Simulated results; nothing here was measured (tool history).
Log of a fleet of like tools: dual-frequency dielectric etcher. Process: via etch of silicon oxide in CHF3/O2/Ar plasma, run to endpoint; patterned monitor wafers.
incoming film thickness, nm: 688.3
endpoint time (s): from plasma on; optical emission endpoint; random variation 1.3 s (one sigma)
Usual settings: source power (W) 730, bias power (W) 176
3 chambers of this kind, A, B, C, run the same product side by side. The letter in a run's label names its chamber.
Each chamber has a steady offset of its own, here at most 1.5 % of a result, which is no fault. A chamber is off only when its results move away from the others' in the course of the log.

run 1A hour=5.0 | source_power_(W)=730 bias_power_(W)=176 | endpoint_time_(s)=328.82
run 2C hour=10.4 | source_power_(W)=730 bias_power_(W)=176 | endpoint_time_(s)=323.73
run 3B hour=15.3 | source_power_(W)=730 bias_power_(W)=176 | endpoint_time_(s)=330.87
run 4A hour=25.4 | source_power_(W)=730 bias_power_(W)=176 | endpoint_time_(s)=328.73
run 5B hour=32.5 | source_power_(W)=730 bias_power_(W)=144 | endpoint_time_(s)=351.33
run 6C hour=41.9 | source_power_(W)=730 bias_power_(W)=144 | endpoint_time_(s)=344.91
run 7C hour=46.8 | source_power_(W)=730 bias_power_(W)=144 | endpoint_time_(s)=346.14
run 8B hour=51.4 | source_power_(W)=730 bias_power_(W)=176 | endpoint_time_(s)=331.93
run 9A hour=56.8 | source_power_(W)=670 bias_power_(W)=142 | endpoint_time_(s)=364.32
run 10C hour=61.9 | source_power_(W)=670 bias_power_(W)=142 | endpoint_time_(s)=358.70
run 11B hour=68.7 | source_power_(W)=670 bias_power_(W)=142 | endpoint_time_(s)=371.69
run 12A hour=74.3 | source_power_(W)=730 bias_power_(W)=193 | endpoint_time_(s)=316.80
-- hour=79.2 chamber A: wet clean of the chamber
run 13A hour=80.2 | source_power_(W)=730 bias_power_(W)=193 | endpoint_time_(s)=318.76
run 14B hour=86.9 | source_power_(W)=730 bias_power_(W)=193 | endpoint_time_(s)=326.98
-- hour=87.3 chamber A: bias power generator calibrated
run 15C hour=92.8 | source_power_(W)=730 bias_power_(W)=176 | endpoint_time_(s)=323.16
run 16C hour=100.7 | source_power_(W)=730 bias_power_(W)=176 | endpoint_time_(s)=321.09
run 17B hour=110.4 | source_power_(W)=730 bias_power_(W)=176 | endpoint_time_(s)=341.44
run 18A hour=118.1 | source_power_(W)=730 bias_power_(W)=176 | endpoint_time_(s)=328.67
run 19A hour=122.8 | source_power_(W)=730 bias_power_(W)=176 | endpoint_time_(s)=326.59
run 20C hour=128.8 | source_power_(W)=730 bias_power_(W)=176 | endpoint_time_(s)=327.44

All 3 chambers run these settings next. Forecast each chamber's results:
run 21A hour=136.0 | source_power_(W)=850 bias_power_(W)=176 | endpoint_time_(s)=?
run 21B hour=136.0 | source_power_(W)=850 bias_power_(W)=176 | endpoint_time_(s)=?
run 21C hour=136.0 | source_power_(W)=850 bias_power_(W)=176 | endpoint_time_(s)=?

run=21A endpoint_time_(s)=308.77
run=21B endpoint_time_(s)=325.92
run=21C endpoint_time_(s)=306.92
